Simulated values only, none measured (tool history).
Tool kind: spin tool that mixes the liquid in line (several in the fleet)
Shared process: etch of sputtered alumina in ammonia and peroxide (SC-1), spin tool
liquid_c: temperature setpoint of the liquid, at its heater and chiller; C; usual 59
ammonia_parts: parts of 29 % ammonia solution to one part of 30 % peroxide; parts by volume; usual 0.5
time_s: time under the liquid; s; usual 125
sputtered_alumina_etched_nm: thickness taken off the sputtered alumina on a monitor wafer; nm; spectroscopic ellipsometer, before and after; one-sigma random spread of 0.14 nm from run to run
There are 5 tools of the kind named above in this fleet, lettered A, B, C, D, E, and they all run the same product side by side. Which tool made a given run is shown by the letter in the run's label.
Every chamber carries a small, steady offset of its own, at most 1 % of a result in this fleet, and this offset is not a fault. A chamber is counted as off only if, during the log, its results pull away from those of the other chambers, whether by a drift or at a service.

| run | hour | liquid_c | ammonia_parts | time_s | read-back film thickness of the sputtered alumina reference wafer, read on the same gauge (nm) | sputtered_alumina_etched_nm |
|---|---|---|---|---|---|---|
| 1B | 3.8 | 59 | 0.5 | 125 | 60 | 18.8 |
| 2D | 11.5 | 59 | 0.5 | 125 | 60.006 | 18.899 |
| 3A | 17.2 | 59 | 0.5 | 125 | 59.991 | 18.532 |
| 4C | 23.8 | 59 | 0.5 | 125 | 59.987 | 18.908 |
| 5E | 29.1 | 59 | 0.5 | 125 | 60.001 | 18.901 |
| 6D | 36.3 | 59 | 0.5 | 125 | 59.991 | 18.995 |
| 7E | 40.9 | 59 | 0.5 | 125 | 59.996 | 18.976 |
| 8A | 48.8 | 59 | 0.5 | 125 | 59.975 | 18.838 |
| 9C | 54.6 | 59 | 0.5 | 125 | 60.014 | 18.557 |
| 10B | 61.9 | 59 | 0.5 | 125 | 59.993 | 18.74 |
| 11D | 68.1 | 59 | 0.5 | 125 | 59.974 | 18.84 |
| 12E | 73.3 | 53 | 0.65 | 125 | 60 | 13.977 |
| 13B | 78.1 | 53 | 0.65 | 125 | 60.017 | 14.157 |
| 14C | 81.8 | 53 | 0.65 | 125 | 59.992 | 14.052 |
|  | 83.7 | chamber E: thermometer replaced |
| 15A | 86.8 | 53 | 0.65 | 125 | 60.015 | 14.172 |
| 16D | 94.4 | 53 | 0.65 | 125 | 59.994 | 13.905 |
| 17C | 102.4 | 65.5 | 0.5 | 125 | 60.009 | 25.968 |
| 18E | 106.1 | 65.5 | 0.5 | 125 | 59.999 | 25.915 |
| 19A | 112.5 | 65.5 | 0.5 | 125 | 59.995 | 26.233 |
| 20B | 118.5 | 65.5 | 0.5 | 125 | 60 | 26.337 |
| 21C | 123.4 | 65.5 | 0.5 | 125 | 60.001 | 25.707 |
| 22E | 127 | 59 | 0.5 | 125 | 60.005 | 18.959 |
| 23A | 134.5 | 59 | 0.65 | 85 | 60.011 | 13.023 |
|  | 136.6 | chamber A: new drum of ammonia solution connected |
| 24B | 140.6 | 59 | 0.65 | 85 | 59.975 | 12.973 |
| 25D | 148.4 | 59 | 0.65 | 85 | 60.004 | 12.843 |
| 26C | 155.3 | 59 | 0.65 | 85 | 59.997 | 13.012 |
| 27D | 160.2 | 59 | 0.65 | 85 | 59.984 | 12.779 |
| 28E | 164.1 | 59 | 0.5 | 125 | 59.996 | 18.911 |
| 29A | 170.7 | 59 | 0.5 | 125 | 60.011 | 18.452 |
| 30B | 176.9 | 59 | 0.5 | 125 | 59.993 | 18.801 |
| 31B | 181 | 59 | 0.5 | 125 | 60.004 | 18.841 |
| 32D | 186.3 | 65.5 | 0.5 | 125 | 59.998 | 25.512 |
| 33E | 190.9 | 65.5 | 0.5 | 125 | 60.002 | 26.378 |
| 34A | 194.9 | 65.5 | 0.5 | 125 | 59.993 | 26.276 |
| 35C | 198.8 | 65.5 | 0.5 | 125 | 60.004 | 26.422 |
| 36A | 204.2 | 65.5 | 0.5 | 125 | 60.001 | 26.213 |
| 37C | 208.1 | 59 | 0.5 | 125 | 60.008 | 18.759 |
| 38B | 212.2 | 59 | 0.5 | 125 | 60.003 | 19.07 |
| 39E | 220.3 | 59 | 0.5 | 125 | 60.005 | 18.78 |
| 40D | 228.4 | 59 | 0.5 | 125 | 59.998 | 17.831 |
| 41B | 234.3 | 59 | 0.5 | 125 | 59.994 | 18.542 |

For the next run the whole fleet of 5 chambers uses the same settings. Give each chamber's results:
| 42A | 240.2 | 59 | 0.5 | 125 |  | ? |
| 42B | 240.2 | 59 | 0.5 | 125 |  | ? |
| 42C | 240.2 | 59 | 0.5 | 125 |  | ? |
| 42D | 240.2 | 59 | 0.5 | 125 |  | ? |
| 42E | 240.2 | 59 | 0.5 | 125 |  | ? |

| run | sputtered_alumina_etched_nm |
|---|---|
| 42A | 18.726 |
| 42B | 18.732 |
| 42C | 18.694 |
| 42D | 17.859 |
| 42E | 18.961 |
